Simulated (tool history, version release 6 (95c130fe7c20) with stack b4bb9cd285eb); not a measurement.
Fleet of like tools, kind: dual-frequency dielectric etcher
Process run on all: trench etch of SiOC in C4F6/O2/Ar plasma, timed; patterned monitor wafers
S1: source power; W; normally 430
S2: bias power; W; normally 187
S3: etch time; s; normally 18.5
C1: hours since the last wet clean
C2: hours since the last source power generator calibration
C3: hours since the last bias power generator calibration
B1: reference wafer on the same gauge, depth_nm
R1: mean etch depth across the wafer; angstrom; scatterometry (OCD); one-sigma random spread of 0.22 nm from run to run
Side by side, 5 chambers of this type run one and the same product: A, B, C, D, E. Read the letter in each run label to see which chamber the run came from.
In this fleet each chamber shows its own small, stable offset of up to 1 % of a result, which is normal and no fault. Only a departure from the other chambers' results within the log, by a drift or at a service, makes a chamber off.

run 1C hour=10.2 | S1=430 S2=187 S3=18.5 | C1=208.2 C2=367.3 C3=3103.6 | B1=44.734 | R1=398.26
run 2D hour=20.9 | S1=430 S2=187 S3=18.5 | C1=234.9 C2=2372.6 C3=752.2 | B1=44.656 | R1=395.01
run 3A hour=28.2 | S1=430 S2=187 S3=18.5 | C1=244.7 C2=1483.6 C3=1144.2 | B1=44.688 | R1=401.14
run 4E hour=38.9 | S1=430 S2=187 S3=18.5 | C1=151.7 C2=1012.4 C3=263.2 | B1=44.660 | R1=397.53
run 5B hour=46.9 | S1=370 S2=187 S3=18.5 | C1=295.2 C2=580.0 C3=123.0 | B1=44.724 | R1=377.98
run 6E hour=53.9 | S1=370 S2=187 S3=18.5 | C1=166.7 C2=1027.4 C3=278.2 | B1=44.718 | R1=374.33
run 7C hour=63.7 | S1=370 S2=187 S3=18.5 | C1=261.7 C2=420.8 C3=3157.1 | B1=44.689 | R1=375.57
run 8D hour=72.1 | S1=370 S2=187 S3=18.5 | C1=286.1 C2=2423.8 C3=803.4 | B1=44.702 | R1=380.44
run 9A hour=84.4 | S1=370 S2=187 S3=18.5 | C1=300.9 C2=1539.8 C3=1200.4 | B1=44.681 | R1=375.35
run 10B hour=97.6 | S1=500 S2=224 S3=18.5 | C1=345.9 C2=630.7 C3=173.7 | B1=44.713 | R1=453.77
run 11E hour=108.3 | S1=500 S2=224 S3=18.5 | C1=221.1 C2=1081.8 C3=332.6 | B1=44.721 | R1=445.14
run 12B hour=122.1 | S1=500 S2=224 S3=18.5 | C1=370.4 C2=655.2 C3=198.2 | B1=44.714 | R1=447.48
run 13D hour=135.9 | S1=500 S2=224 S3=18.5 | C1=349.9 C2=2487.6 C3=867.2 | B1=44.679 | R1=450.55
run 14C hour=146.6 | S1=500 S2=224 S3=18.5 | C1=344.6 C2=503.7 C3=3240.0 | B1=44.709 | R1=447.88
run 15A hour=155.1 | S1=430 S2=187 S3=18.5 | C1=371.6 C2=1610.5 C3=1271.1 | B1=44.696 | R1=403.47
run 16D hour=162.9 | S1=430 S2=187 S3=18.5 | C1=376.9 C2=2514.6 C3=894.2 | B1=44.678 | R1=398.71
run 17B hour=174.6 | S1=430 S2=187 S3=18.5 | C1=422.9 C2=707.7 C3=250.7 | B1=44.739 | R1=403.81
-- hour=174.7 chamber B: wet clean of the chamber
-- hour=180.1 chamber C: wet clean of the chamber
run 18A hour=184.9 | S1=430 S2=187 S3=18.5 | C1=401.4 C2=1640.3 C3=1300.9 | B1=44.749 | R1=399.21
run 19C hour=193.4 | S1=430 S2=187 S3=18.5 | C1=13.3 C2=550.5 C3=3286.8 | B1=44.674 | R1=398.27
run 20E hour=201.6 | S1=430 S2=187 S3=18.5 | C1=314.4 C2=1175.1 C3=425.9 | B1=44.689 | R1=396.97
run 21D hour=210.6 | S1=430 S2=187 S3=18.5 | C1=424.6 C2=2562.3 C3=941.9 | B1=44.727 | R1=397.33
run 22A hour=220.2 | S1=430 S2=187 S3=18.5 | C1=436.7 C2=1675.6 C3=1336.2 | B1=44.745 | R1=397.17
-- hour=222.0 chamber D: wet clean of the chamber
run 23E hour=234.4 | S1=430 S2=187 S3=18.5 | C1=347.2 C2=1207.9 C3=458.7 | B1=44.696 | R1=397.74
run 24C hour=242.7 | S1=430 S2=187 S3=18.5 | C1=62.6 C2=599.8 C3=3336.1 | B1=44.744 | R1=395.81
run 25B hour=250.4 | S1=430 S2=187 S3=18.5 | C1=75.8 C2=783.5 C3=326.5 | B1=44.738 | R1=397.49
run 26B hour=263.8 | S1=430 S2=187 S3=18.5 | C1=89.2 C2=796.9 C3=339.9 | B1=44.728 | R1=398.58
run 27C hour=274.5 | S1=430 S2=187 S3=18.5 | C1=94.4 C2=631.6 C3=3367.9 | B1=44.662 | R1=397.65
run 28E hour=285.8 | S1=430 S2=187 S3=18.5 | C1=398.6 C2=1259.3 C3=510.1 | B1=44.633 | R1=395.04
run 29A hour=298.4 | S1=430 S2=187 S3=18.5 | C1=514.9 C2=1753.8 C3=1414.4 | B1=44.708 | R1=398.20
run 30D hour=313.5 | S1=430 S2=187 S3=18.5 | C1=91.6 C2=2665.2 C3=1044.8 | B1=44.684 | R1=400.51
run 31C hour=326.0 | S1=430 S2=158 S3=20.5 | C1=145.9 C2=683.1 C3=3419.4 | B1=44.726 | R1=418.21
run 32E hour=335.3 | S1=430 S2=158 S3=20.5 | C1=448.1 C2=1308.8 C3=559.6 | B1=44.715 | R1=418.96
run 33B hour=346.9 | S1=430 S2=158 S3=20.5 | C1=172.3 C2=880.0 C3=423.0 | B1=44.668 | R1=413.93

Does one chamber stand apart from the rest, does the shared gauge drift, or is all well apart from small per-chamber offsets? Give the chamber and the most likely cause, where there is one.

Beyond each chamber's small constant offset nothing stands out, and the gauge stays steady.

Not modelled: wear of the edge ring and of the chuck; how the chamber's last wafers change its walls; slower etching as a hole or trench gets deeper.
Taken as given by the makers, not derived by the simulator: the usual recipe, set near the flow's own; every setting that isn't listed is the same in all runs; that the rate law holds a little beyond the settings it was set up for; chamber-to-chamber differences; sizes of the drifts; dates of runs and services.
